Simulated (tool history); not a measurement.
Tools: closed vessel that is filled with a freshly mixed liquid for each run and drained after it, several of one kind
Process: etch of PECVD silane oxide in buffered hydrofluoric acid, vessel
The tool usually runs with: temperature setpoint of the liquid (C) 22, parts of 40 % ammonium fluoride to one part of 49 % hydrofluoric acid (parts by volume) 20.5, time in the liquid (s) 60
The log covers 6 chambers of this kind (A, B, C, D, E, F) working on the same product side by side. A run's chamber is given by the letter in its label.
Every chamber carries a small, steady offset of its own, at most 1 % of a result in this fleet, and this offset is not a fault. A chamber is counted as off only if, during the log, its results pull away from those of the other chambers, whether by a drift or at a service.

| run | day | temperature setpoint of the liquid (C) | parts of 40 % ammonium fluoride to one part of 49 % hydrofluoric acid (parts by volume) | time in the liquid (s) | hours since the thermometer was replaced | hours since the hydrofluoric acid flow meter was replaced | read-back film thickness of the PECVD silane oxide reference wafer, read on the same gauge (nm) | thickness taken off the PECVD silane oxide on a monitor wafer (Å) |
|---|---|---|---|---|---|---|---|---|
| 1D | 0.421 | 22 | 20.5 | 60 | 227.9 | 167.7 | 129.97 | 546.39 |
| 2C | 0.821 | 22 | 20.5 | 60 | 2709.5 | 231.3 | 129.99 | 535.64 |
| 3A | 1.029 | 22 | 20.5 | 60 | 745.9 | 476.4 | 129.98 | 544.79 |
| 4E | 1.267 | 22 | 20.5 | 60 | 471.3 | 687.6 | 130 | 552.26 |
| 5F | 1.596 | 22 | 20.5 | 60 | 1102.8 | 750.7 | 130.02 | 546.08 |
| 6B | 1.929 | 22 | 20.5 | 60 | 1582.7 | 573.7 | 130.01 | 543.66 |
| 7E | 2.296 | 22 | 20.5 | 60 | 496 | 712.3 | 130.01 | 536.54 |
| 8C | 2.583 | 22 | 20.5 | 60 | 2751.8 | 273.6 | 130.01 | 545.68 |
| 9B | 2.921 | 22 | 20.5 | 60 | 1606.5 | 597.5 | 129.98 | 545.69 |
| 10F | 3.271 | 22 | 20.5 | 60 | 1143 | 790.9 | 130.01 | 543.87 |
| 11D | 3.517 | 22 | 20.5 | 60 | 302.2 | 242 | 130.03 | 551.75 |
| 12A | 3.917 | 22 | 20.5 | 60 | 815.2 | 545.7 | 130.01 | 551.04 |
| 13F | 4.3 | 22 | 20.5 | 60 | 1167.7 | 815.6 | 130.01 | 544.8 |
| 14B | 4.7 | 22 | 20.5 | 60 | 1649.2 | 640.2 | 129.98 | 550.67 |
| 15A | 4.967 | 22 | 20.5 | 60 | 840.4 | 570.9 | 129.98 | 548.8 |
| 16D | 5.354 | 22 | 20.5 | 60 | 346.3 | 286.1 | 129.98 | 554.34 |
| 17E | 5.65 | 22 | 20.5 | 60 | 576.5 | 792.8 | 129.99 | 533.63 |
| 18C | 5.912 | 22 | 13.5 | 60 | 2831.7 | 353.5 | 130.03 | 804.48 |
| 19B | 6.308 | 22 | 13.5 | 60 | 1687.8 | 678.8 | 130.02 | 803.45 |
| 20E | 6.588 | 22 | 13.5 | 60 | 599 | 815.3 | 129.97 | 812.39 |
| 21F | 7.004 | 22 | 13.5 | 60 | 1232.6 | 880.5 | 129.99 | 799.65 |
| 22D | 7.392 | 22 | 13.5 | 60 | 395.2 | 335 | 129.98 | 829.8 |
| 23A | 7.771 | 22 | 13.5 | 60 | 907.7 | 638.2 | 129.98 | 812.78 |
|  | 7.892 | chamber E: hydrofluoric acid flow meter replaced |
|  | 8 | chamber C: thermometer replaced |
|  | 8.017 | chamber B: thermometer replaced |
| 24C | 8.058 | 22 | 20.5 | 60 | 1.5 | 405 | 130 | 537.2 |
| 25C | 8.392 | 17.5 | 20.5 | 60 | 9.5 | 413 | 129.97 | 420.81 |
| 26B | 8.629 | 17.5 | 20.5 | 60 | 14.8 | 734.5 | 130.02 | 416.79 |
| 27A | 8.867 | 17.5 | 20.5 | 60 | 934 | 664.5 | 130 | 434.04 |
| 28F | 9.121 | 17.5 | 20.5 | 60 | 1283.4 | 931.3 | 129.99 | 396.96 |
| 29E | 9.317 | 17.5 | 20.5 | 60 | 664.5 | 34.2 | 129.97 | 423.49 |
| 30D | 9.646 | 17.5 | 20.5 | 60 | 449.3 | 389.1 | 129.99 | 424.52 |
| 31F | 9.858 | 22 | 20.5 | 60 | 1301.1 | 949 | 129.99 | 508.62 |
| 32A | 10.05 | 22 | 20.5 | 60 | 962.4 | 692.9 | 129.99 | 551.4 |
| 33C | 10.392 | 18.5 | 20.5 | 60 | 57.5 | 461 | 130 | 446.15 |
| 34E | 10.725 | 18.5 | 20.5 | 60 | 698.3 | 68 | 129.97 | 448.17 |
| 35D | 11.025 | 18.5 | 20.5 | 60 | 482.4 | 422.2 | 130 | 455.9 |
| 36B | 11.429 | 18.5 | 20.5 | 60 | 82 | 801.7 | 130 | 446.7 |
| 37A | 11.808 | 18.5 | 20.5 | 60 | 1004.6 | 735.1 | 129.98 | 455.99 |
| 38D | 12.125 | 18.5 | 20.5 | 60 | 508.8 | 448.6 | 130.03 | 447.13 |
| 39B | 12.371 | 22 | 20.5 | 60 | 104.6 | 824.3 | 130 | 538.81 |

Which is it: a chamber that has drifted or been left off by a service, a gauge drift common to all chambers, or only each chamber's usual small offset? If a chamber is off, name it and its likeliest cause.

It is chamber F that slowly wanders off from its peers.
Cause: liquid colder than its thermometer reads (K) = 2.1.

Below are 4 candidate recipes for chamber F's next run, each the usual settings with a change, their results shown as question marks. Which of them brings F's results back in line with what the other chambers give on the usual settings?
Counts as in line when no further than this from what the other chambers average on the usual settings: thickness taken off the PECVD silane oxide on a monitor wafer (Å) 16
| 40F-1 | 12.675 | 22 | 19.5 | 60 |  |  |  | ? |
| 40F-2 | 12.675 | 21.5 | 21 | 60 |  |  |  | ? |
| 40F-3 | 12.675 | 21 | 22 | 60 |  |  |  | ? |
| 40F-4 | 12.675 | 22.5 | 20.5 | 65 |  |  |  | ? |

The mean the other chambers reach with the usual settings: thickness taken off the PECVD silane oxide on a monitor wafer (Å) 544
| run | thickness taken off the PECVD silane oxide on a monitor wafer (Å) |
|---|---|
| 40F-1 | 503.65 |
| 40F-2 | 461.94 |
| 40F-3 | 434.84 |
| 40F-4 | 537.96 |
Change 40F-4 lands the chamber within the allowed miss of the other chambers.
